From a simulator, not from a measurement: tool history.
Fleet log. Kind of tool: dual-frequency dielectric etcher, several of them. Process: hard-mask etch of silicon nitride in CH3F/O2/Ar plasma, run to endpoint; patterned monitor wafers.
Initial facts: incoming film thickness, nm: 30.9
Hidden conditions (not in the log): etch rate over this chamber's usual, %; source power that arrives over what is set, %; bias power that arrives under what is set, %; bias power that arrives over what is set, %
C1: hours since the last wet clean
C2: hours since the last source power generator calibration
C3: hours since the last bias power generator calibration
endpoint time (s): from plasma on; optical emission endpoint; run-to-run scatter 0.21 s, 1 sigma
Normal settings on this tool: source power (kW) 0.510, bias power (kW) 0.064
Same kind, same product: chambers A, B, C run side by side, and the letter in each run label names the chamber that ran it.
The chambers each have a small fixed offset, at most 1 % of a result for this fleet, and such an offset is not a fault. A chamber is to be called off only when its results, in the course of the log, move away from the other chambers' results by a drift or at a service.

run 1A hour=7.7 | source_power_(kW)=0.510 bias_power_(kW)=0.064 | C1=249.3 C2=3007.4 C3=3222.3 | endpoint_time_(s)=42.445
-- hour=11.5 chamber A: bias power generator calibrated
run 2C hour=15.0 | source_power_(kW)=0.510 bias_power_(kW)=0.064 | C1=230.0 C2=1933.9 C3=1298.0 | endpoint_time_(s)=42.702
run 3B hour=24.6 | source_power_(kW)=0.510 bias_power_(kW)=0.064 | C1=308.5 C2=687.7 C3=2075.2 | endpoint_time_(s)=42.565
run 4B hour=36.0 | source_power_(kW)=0.510 bias_power_(kW)=0.064 | C1=319.9 C2=699.1 C3=2086.6 | endpoint_time_(s)=42.548
run 5C hour=48.4 | source_power_(kW)=0.510 bias_power_(kW)=0.064 | C1=263.4 C2=1967.3 C3=1331.4 | endpoint_time_(s)=42.390
run 6A hour=61.7 | source_power_(kW)=0.510 bias_power_(kW)=0.064 | C1=303.3 C2=3061.4 C3=50.2 | endpoint_time_(s)=42.555
run 7A hour=75.0 | source_power_(kW)=0.510 bias_power_(kW)=0.064 | C1=316.6 C2=3074.7 C3=63.5 | endpoint_time_(s)=42.529
-- hour=83.7 chamber A: wet clean of the chamber
run 8C hour=88.6 | source_power_(kW)=0.510 bias_power_(kW)=0.064 | C1=303.6 C2=2007.5 C3=1371.6 | endpoint_time_(s)=42.785
run 9B hour=100.8 | source_power_(kW)=0.510 bias_power_(kW)=0.064 | C1=384.7 C2=763.9 C3=2151.4 | endpoint_time_(s)=43.087
run 10C hour=112.1 | source_power_(kW)=0.510 bias_power_(kW)=0.064 | C1=327.1 C2=2031.0 C3=1395.1 | endpoint_time_(s)=42.224
run 11B hour=123.8 | source_power_(kW)=0.510 bias_power_(kW)=0.064 | C1=407.7 C2=786.9 C3=2174.4 | endpoint_time_(s)=42.504
run 12A hour=133.4 | source_power_(kW)=0.570 bias_power_(kW)=0.059 | C1=49.8 C2=3133.1 C3=121.9 | endpoint_time_(s)=41.808
run 13A hour=143.8 | source_power_(kW)=0.570 bias_power_(kW)=0.059 | C1=60.2 C2=3143.5 C3=132.3 | endpoint_time_(s)=41.719
-- hour=145.6 chamber B: wet clean of the chamber
run 14B hour=153.0 | source_power_(kW)=0.570 bias_power_(kW)=0.059 | C1=7.5 C2=816.1 C3=2203.6 | endpoint_time_(s)=42.205
run 15C hour=159.5 | source_power_(kW)=0.510 bias_power_(kW)=0.064 | C1=374.5 C2=2078.4 C3=1442.5 | endpoint_time_(s)=42.950
run 16A hour=168.5 | source_power_(kW)=0.510 bias_power_(kW)=0.064 | C1=84.9 C2=3168.2 C3=157.0 | endpoint_time_(s)=42.269
run 17B hour=179.7 | source_power_(kW)=0.460 bias_power_(kW)=0.075 | C1=34.2 C2=842.8 C3=2230.3 | endpoint_time_(s)=41.929
run 18C hour=191.0 | source_power_(kW)=0.460 bias_power_(kW)=0.075 | C1=406.0 C2=2109.9 C3=1474.0 | endpoint_time_(s)=41.751
run 19C hour=198.1 | source_power_(kW)=0.460 bias_power_(kW)=0.075 | C1=413.1 C2=2117.0 C3=1481.1 | endpoint_time_(s)=42.176
run 20B hour=207.4 | source_power_(kW)=0.510 bias_power_(kW)=0.064 | C1=61.9 C2=870.5 C3=2258.0 | endpoint_time_(s)=43.064
-- hour=208.3 chamber C: wet clean of the chamber
run 21A hour=218.1 | source_power_(kW)=0.510 bias_power_(kW)=0.064 | C1=134.5 C2=3217.8 C3=206.6 | endpoint_time_(s)=42.757
run 22A hour=232.3 | source_power_(kW)=0.510 bias_power_(kW)=0.064 | C1=148.7 C2=3232.0 C3=220.8 | endpoint_time_(s)=42.236
run 23C hour=240.7 | source_power_(kW)=0.510 bias_power_(kW)=0.064 | C1=32.5 C2=2159.6 C3=1523.7 | endpoint_time_(s)=42.595

Has any chamber moved away from the others, gradually or after a service, or does the common gauge drift, or do the chambers differ only by their own small steady offsets? State the chamber and the most likely cause if one applies.

Beyond each chamber's small constant offset nothing stands out, and the gauge stays steady.
